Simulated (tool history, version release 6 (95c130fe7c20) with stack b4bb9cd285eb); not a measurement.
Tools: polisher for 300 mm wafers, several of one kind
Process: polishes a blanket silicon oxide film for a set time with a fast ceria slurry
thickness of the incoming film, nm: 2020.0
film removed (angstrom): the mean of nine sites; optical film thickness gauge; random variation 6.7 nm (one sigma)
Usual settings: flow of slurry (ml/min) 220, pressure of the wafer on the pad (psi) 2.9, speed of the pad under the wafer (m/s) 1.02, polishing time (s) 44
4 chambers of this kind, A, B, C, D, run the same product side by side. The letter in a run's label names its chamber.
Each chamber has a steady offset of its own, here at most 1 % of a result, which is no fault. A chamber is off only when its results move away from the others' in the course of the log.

run,hour,flow of slurry (ml/min),pressure of the wafer on the pad (psi),speed of the pad under the wafer (m/s),polishing time (s),film removed (angstrom)
1D,4.4,220,2.9,1.02,44,8899
2B,8.6,220,2.9,1.02,44,8803.2
3A,13.6,220,2.9,1.02,44,8966.8
4C,20.6,220,2.9,1.02,44,8736.2
# hour 20.7: chamber D: worn pad replaced by a new one
# hour 25.6: chamber A: worn pad replaced by a new one
5A,26.5,220,2.9,1.02,44,8872.1
# hour 28.7: chamber C: worn pad replaced by a new one
6C,30.1,165,2.9,1.02,44,8526.2
# hour 34.6: chamber B: worn pad replaced by a new one
7B,34.6,165,2.9,1.02,44,8530.8
# hour 35.1: chamber D: slurry nozzle cleaned
# hour 37.2: chamber C: slurry nozzle cleaned
8D,37.9,165,2.9,1.02,44,8666.3
9A,44.6,165,2.9,1.02,44,8487.5
10B,48.4,220,2.9,1.02,44,8884.4
11D,54.9,220,2.9,1.02,44,8936.5
12C,61.7,280,2.9,1.02,32,6516.9
13A,66.7,280,2.9,1.02,32,6624.4
14C,69.9,280,2.9,1.02,32,6530
15B,74.5,280,2.9,1.02,32,6585.1
# hour 76.7: chamber D: worn pad replaced by a new one
16D,78.6,220,2.9,1.02,44,8844.9
17D,84.4,220,2.9,1.02,44,8948.7
# hour 84.8: chamber B: worn pad replaced by a new one
# hour 87.8: chamber A: worn pad replaced by a new one
18A,91.3,220,2.9,1.02,44,8870.5
19B,95.7,220,2.9,1.02,44,8769.8
20C,99.2,220,2.9,1.02,44,8810.3
# hour 104.3: chamber C: worn pad replaced by a new one
21C,106,220,2.9,0.8,31,4837.4
22A,109.9,220,2.9,0.8,31,4878
23D,116.4,220,2.9,0.8,31,4905.8
24B,120.5,220,2.9,0.8,31,4876.7
# hour 125.1: chamber D: worn pad replaced by a new one
25A,127.1,220,2.9,1.02,44,8919.9
26C,134.5,220,2.9,1.02,44,8759.2
27D,138.8,220,2.9,1.02,44,8861.1
# hour 140.7: chamber B: worn pad replaced by a new one
28B,143.4,220,2.9,1.02,44,8816
29B,150.2,220,2.9,1.02,44,8841.3
30D,155.3,220,2.1,1.02,49,7104.1

What goes on in this fleet: one chamber off, a drifting gauge, or nothing beyond the chambers' own small offsets? Name the chamber and the cause, if any.

No chamber stands off beyond its own small offset, and the gauge holds steady.
